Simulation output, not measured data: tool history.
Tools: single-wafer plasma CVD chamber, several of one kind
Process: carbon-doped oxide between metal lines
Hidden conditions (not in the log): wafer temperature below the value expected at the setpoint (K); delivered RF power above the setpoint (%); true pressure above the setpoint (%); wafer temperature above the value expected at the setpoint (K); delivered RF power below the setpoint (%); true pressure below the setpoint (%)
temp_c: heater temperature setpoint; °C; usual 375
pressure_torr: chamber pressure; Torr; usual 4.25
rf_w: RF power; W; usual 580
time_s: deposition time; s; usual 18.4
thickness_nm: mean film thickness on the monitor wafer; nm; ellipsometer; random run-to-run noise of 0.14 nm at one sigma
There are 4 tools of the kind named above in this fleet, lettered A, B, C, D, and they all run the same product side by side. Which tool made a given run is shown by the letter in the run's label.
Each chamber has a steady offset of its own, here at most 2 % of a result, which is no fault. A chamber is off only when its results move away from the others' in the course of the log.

run   hour  temp_c  pressure_torr  rf_w  time_s  hours since the last thermocouple change  hours since the last RF generator calibration  hours since the last manometer calibration  read-back reference wafer on the same gauge, thickness_nm  thickness_nm
 1A     13     375           4.25   580    18.4                                    2486.8                                          876.9                                       717.4                                                     99.152        94.792
 2C   22.8     375           4.25   580    18.4                                     867.1                                         1540.4                                      1727.3                                                     99.145        94.916
 3D   32.4     375           4.25   580    18.4                                     719.9                                          528.6                                      2481.4                                                     99.172        93.767
 4B   46.4     375           4.25   580    18.4                                    1164.5                                          671.7                                      1089.2                                                     99.166        94.944
 5B   56.2     375           4.25   580    18.4                                    1174.3                                          681.5                                        1099                                                     99.167        95.026
 6D     63     375           4.63   620    18.4                                     750.5                                          559.2                                        2512                                                     99.181        98.892
 7A   71.5     375           4.63   620    18.4                                    2545.3                                          935.4                                       775.9                                                     99.205        100.45
 8C   84.1     375           4.63   620    18.4                                     928.4                                         1601.7                                      1788.6                                                     99.237        100.04
 9B   93.7     375           4.63   620    18.4                                    1211.8                                            719                                      1136.5                                                     99.238        100.13
10A  106.8     375           4.25   580    18.4                                    2580.6                                          970.7                                       811.2                                                     99.252        95.143
11C  115.9     375           4.25   580    18.4                                     960.2                                         1633.5                                      1820.4                                                     99.233        94.971
12D    129     382           4.25   625    18.4                                     816.5                                          625.2                                        2578                                                     99.327         97.04
13A  135.7     382           4.25   625    18.4                                    2609.5                                          999.6                                       840.1                                                     99.357        97.832
14B  147.7     382           4.25   625    18.4                                    1265.8                                            773                                      1190.5                                                     99.326        98.145
15D  160.2     382           4.25   625    18.4                                     847.7                                          656.4                                      2609.2                                                     99.338        96.962
16C  170.1     375           4.25   580    18.4                                    1014.4                                         1687.7                                      1874.6                                                     99.369        95.218
17B  177.1     375           4.25   580    18.4                                    1295.2                                          802.4                                      1219.9                                                     99.407        95.428
18D  186.1     389           4.25   580    18.4                                     873.6                                          682.3                                      2635.1                                                     99.386        91.379
19A    196     389           4.25   580    18.4                                    2669.8                                         1059.9                                       900.4                                                     99.408        92.686
20C  206.5     389           4.25   580    18.4                                    1050.8                                         1724.1                                        1911                                                     99.446        92.507
21C  217.1     389           4.25   580    18.4                                    1061.4                                         1734.7                                      1921.6                                                     99.453        92.295
22A  223.5     375           4.25   685    18.4                                    2697.3                                         1087.4                                       927.9                                                      99.44        105.41
23D  230.3     375           4.25   685    18.4                                     917.8                                          726.5                                      2679.3                                                     99.472        104.45
     232.8  -- chamber D: capacitance manometer re-zeroed and calibrated
24B  242.3     375           4.25   685    18.4                                    1360.4                                          867.6                                      1285.1                                                     99.482        105.59
25C  252.6     375           4.25   685    18.4                                    1096.9                                         1770.2                                      1957.1                                                       99.5        105.14
26B  260.9     375           4.25   580    18.4                                      1379                                          886.2                                      1303.7                                                     99.509        95.464
27A  270.5     375           4.25   520    15.2                                    2744.3                                         1134.4                                       974.9                                                     99.542        73.856
28D  284.3     375           4.25   520    15.2                                     971.8                                          780.5                                        51.6                                                      99.61        72.933
29A  297.6     375           4.25   520    15.2                                    2771.4                                         1161.5                                        1002                                                     99.595        73.909
30B    308     375           4.25   520    15.2                                    1426.1                                          933.3                                      1350.8                                                     99.614        73.858
31D  319.2     375           4.25   580    18.4                                    1006.7                                          815.4                                        86.5                                                     99.648        94.061
32C  332.1     375           4.25   580    18.4                                    1176.4                                         1849.7                                      2036.6                                                     99.664        95.326
33C  340.7     375           4.25   580    18.4                                      1185                                         1858.3                                      2045.2                                                     99.677        95.398

Does one chamber stand apart from the rest, does the shared gauge drift, or is all well apart from small per-chamber offsets? Give the chamber and the most likely cause, where there is one.

None of the chambers is off. What moves is the gauge, dragging all their readings along together.
What lies behind it: gauge reads high (%) = 0.591.
